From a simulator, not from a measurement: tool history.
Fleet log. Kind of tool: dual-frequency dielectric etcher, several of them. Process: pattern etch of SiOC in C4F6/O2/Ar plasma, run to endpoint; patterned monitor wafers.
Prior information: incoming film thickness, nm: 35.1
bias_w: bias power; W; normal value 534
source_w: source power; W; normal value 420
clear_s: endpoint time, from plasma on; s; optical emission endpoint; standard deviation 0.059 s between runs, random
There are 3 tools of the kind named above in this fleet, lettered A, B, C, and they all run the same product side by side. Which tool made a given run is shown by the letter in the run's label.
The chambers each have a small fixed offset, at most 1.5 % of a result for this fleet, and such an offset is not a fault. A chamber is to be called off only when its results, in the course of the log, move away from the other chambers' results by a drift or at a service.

run	day	bias_w	source_w	clear_s
1A	0.462	534	420	11.339
2B	0.908	534	420	11.184
3C	1.417	534	420	11.389
4B	1.825	534	420	11.135
5C	2.183	534	420	11.37
6A	2.5	534	420	11.425
7B	2.912	534	420	11.069
8C	3.35	534	420	11.441
9A	3.808	534	420	11.367
10B	4.217	534	420	11.059
11C	4.633	534	420	11.384
12A	4.979	534	420	11.23
# day 5.012: chamber A: wet clean of the chamber
13B	5.408	534	420	11.224
14C	5.854	534	420	11.296
15A	6.146	461	420	11.607
16C	6.438	461	420	12.156
17A	6.888	461	420	11.511
18B	7.296	534	420	11.245
19A	7.571	473	340	12.431
20B	8.104	473	340	12.509
21C	8.458	473	340	12.941
22A	8.733	658	370	10.683
23B	9.2	658	370	10.865
# day 9.238: chamber B: source power generator calibrated
24C	9.467	658	370	11.125
25A	9.838	534	420	11.102
26C	10.104	534	420	11.28
27B	10.508	534	420	11.315
28A	11.038	534	350	11.684
29B	11.571	534	350	11.948
30C	11.833	534	350	12.245
# day 11.846: chamber C: wet clean of the chamber
31B	12.2	534	420	11.109
32A	12.75	534	420	11.042
33C	13.296	534	420	11.314
34A	13.738	534	420	10.927
35B	14.104	444	420	11.901
36C	14.617	444	420	12.201
37C	14.854	444	420	12.249
38B	15.1	534	420	11.191
39A	15.442	643	360	10.912
40C	15.979	643	360	11.24
41B	16.479	643	360	11.065

Predict what each chamber gives when all 3 of them run the settings below next.
42A	16.875	534	340	?
42B	16.875	534	340	?
42C	16.875	534	340	?

run	clear_s
42A	11.983
42B	12.058
42C	12.249
